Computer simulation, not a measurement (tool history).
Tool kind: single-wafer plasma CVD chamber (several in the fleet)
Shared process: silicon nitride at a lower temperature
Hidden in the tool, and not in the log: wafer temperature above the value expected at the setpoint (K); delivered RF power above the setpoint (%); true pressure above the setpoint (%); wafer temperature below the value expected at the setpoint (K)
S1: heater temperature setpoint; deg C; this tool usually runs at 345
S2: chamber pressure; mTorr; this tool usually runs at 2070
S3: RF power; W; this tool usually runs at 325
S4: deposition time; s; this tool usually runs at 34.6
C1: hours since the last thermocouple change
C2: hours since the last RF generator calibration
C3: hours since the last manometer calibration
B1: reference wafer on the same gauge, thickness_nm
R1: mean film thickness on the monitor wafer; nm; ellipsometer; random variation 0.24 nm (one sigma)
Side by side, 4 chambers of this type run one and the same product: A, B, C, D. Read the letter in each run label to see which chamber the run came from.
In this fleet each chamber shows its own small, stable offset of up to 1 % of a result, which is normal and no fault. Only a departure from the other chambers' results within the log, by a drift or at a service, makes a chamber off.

Run 1C, hour 13.2: usual settings; C1 228.7; C2 496; C3 1364.3; B1 38.512. Result: R1 46.24 nm.
Run 2D, hour 22.3: usual settings; C1 1005.2; C2 1258.2; C3 1051.1; B1 38.474. Result: R1 46.402 nm.
Run 3B, hour 31.8: usual settings; C1 490.8; C2 514.9; C3 497.1; B1 38.481. Result: R1 46.18 nm.
Run 4A, hour 45.6: usual settings; C1 674.7; C2 280.6; C3 2069.2; B1 38.507. Result: R1 46.421 nm.
Run 5C, hour 57.3: usual settings; C1 272.8; C2 540.1; C3 1408.4; B1 38.555. Result: R1 45.508 nm.
Run 6B, hour 67.8: usual settings; C1 526.8; C2 550.9; C3 533.1; B1 38.55. Result: R1 45.975 nm.
Run 7D, hour 81.3: usual settings; C1 1064.2; C2 1317.2; C3 1110.1; B1 38.497. Result: R1 46.06 nm.
Run 8A, hour 91.8: usual settings but S4 40.2 s; C1 720.9; C2 326.8; C3 2115.4; B1 38.478. Result: R1 53.961 nm.
Run 9C, hour 106: usual settings but S4 40.2 s; C1 321.5; C2 588.8; C3 1457.1; B1 38.511. Result: R1 53.141 nm.
Run 10D, hour 117.7: usual settings but S4 40.2 s; C1 1100.6; C2 1353.6; C3 1146.5; B1 38.49. Result: R1 53.567 nm.
Run 11A, hour 128.7: usual settings but S4 40.2 s; C1 757.8; C2 363.7; C3 2152.3; B1 38.494. Result: R1 53.366 nm.
Run 12B, hour 140.2: usual settings; C1 599.2; C2 623.3; C3 605.5; B1 38.463. Result: R1 46.154 nm.
Run 13D, hour 151.2: usual settings; C1 1134.1; C2 1387.1; C3 1180; B1 38.466. Result: R1 46.593 nm.
Run 14B, hour 162.3: usual settings; C1 621.3; C2 645.4; C3 627.6; B1 38.485. Result: R1 46.133 nm.
Run 15A, hour 173.3: usual settings; C1 802.4; C2 408.3; C3 2196.9; B1 38.487. Result: R1 46.031 nm.
Run 16C, hour 184.2: usual settings but S3 370 W; C1 399.7; C2 667; C3 1535.3; B1 38.549. Result: R1 49.82 nm.
Run 17A, hour 191: usual settings but S3 370 W; C1 820.1; C2 426; C3 2214.6; B1 38.496. Result: R1 50.021 nm.
Run 18B, hour 203: usual settings but S3 370 W; C1 662; C2 686.1; C3 668.3; B1 38.527. Result: R1 50.23 nm.
Run 19D, hour 212: usual settings but S3 370 W; C1 1194.9; C2 1447.9; C3 1240.8; B1 38.469. Result: R1 50.224 nm.
Run 20C, hour 223.7: usual settings; C1 439.2; C2 706.5; C3 1574.8; B1 38.503. Result: R1 46.084 nm.
Run 21B, hour 234.2: usual settings; C1 693.2; C2 717.3; C3 699.5; B1 38.55. Result: R1 46.075 nm.
Run 22A, hour 245.3: usual settings; C1 874.4; C2 480.3; C3 2268.9; B1 38.463. Result: R1 46.131 nm.
Run 23D, hour 257.9: usual settings; C1 1240.8; C2 1493.8; C3 1286.7; B1 38.433. Result: R1 46.714 nm.
At hour 259.2: chamber A: capacitance manometer re-zeroed and calibrated.
Run 24C, hour 267.3: usual settings but S3 385 W, S4 30.1 s; C1 482.8; C2 750.1; C3 1618.4; B1 38.525. Result: R1 44.607 nm.
Run 25D, hour 277.3: usual settings but S3 385 W, S4 30.1 s; C1 1260.2; C2 1513.2; C3 1306.1; B1 38.514. Result: R1 45.461 nm.
Run 26A, hour 284.6: usual settings but S3 385 W, S4 30.1 s; C1 913.7; C2 519.6; C3 25.4; B1 38.48. Result: R1 45.041 nm.
Run 27B, hour 294.9: usual settings but S3 385 W, S4 30.1 s; C1 753.9; C2 778; C3 760.2; B1 38.498. Result: R1 45.043 nm.

Does one chamber stand apart from the rest, does the shared gauge drift, or is all well apart from small per-chamber offsets? Give the chamber and the most likely cause, where there is one.

No chamber stands off beyond its own small offset, and the gauge holds steady.
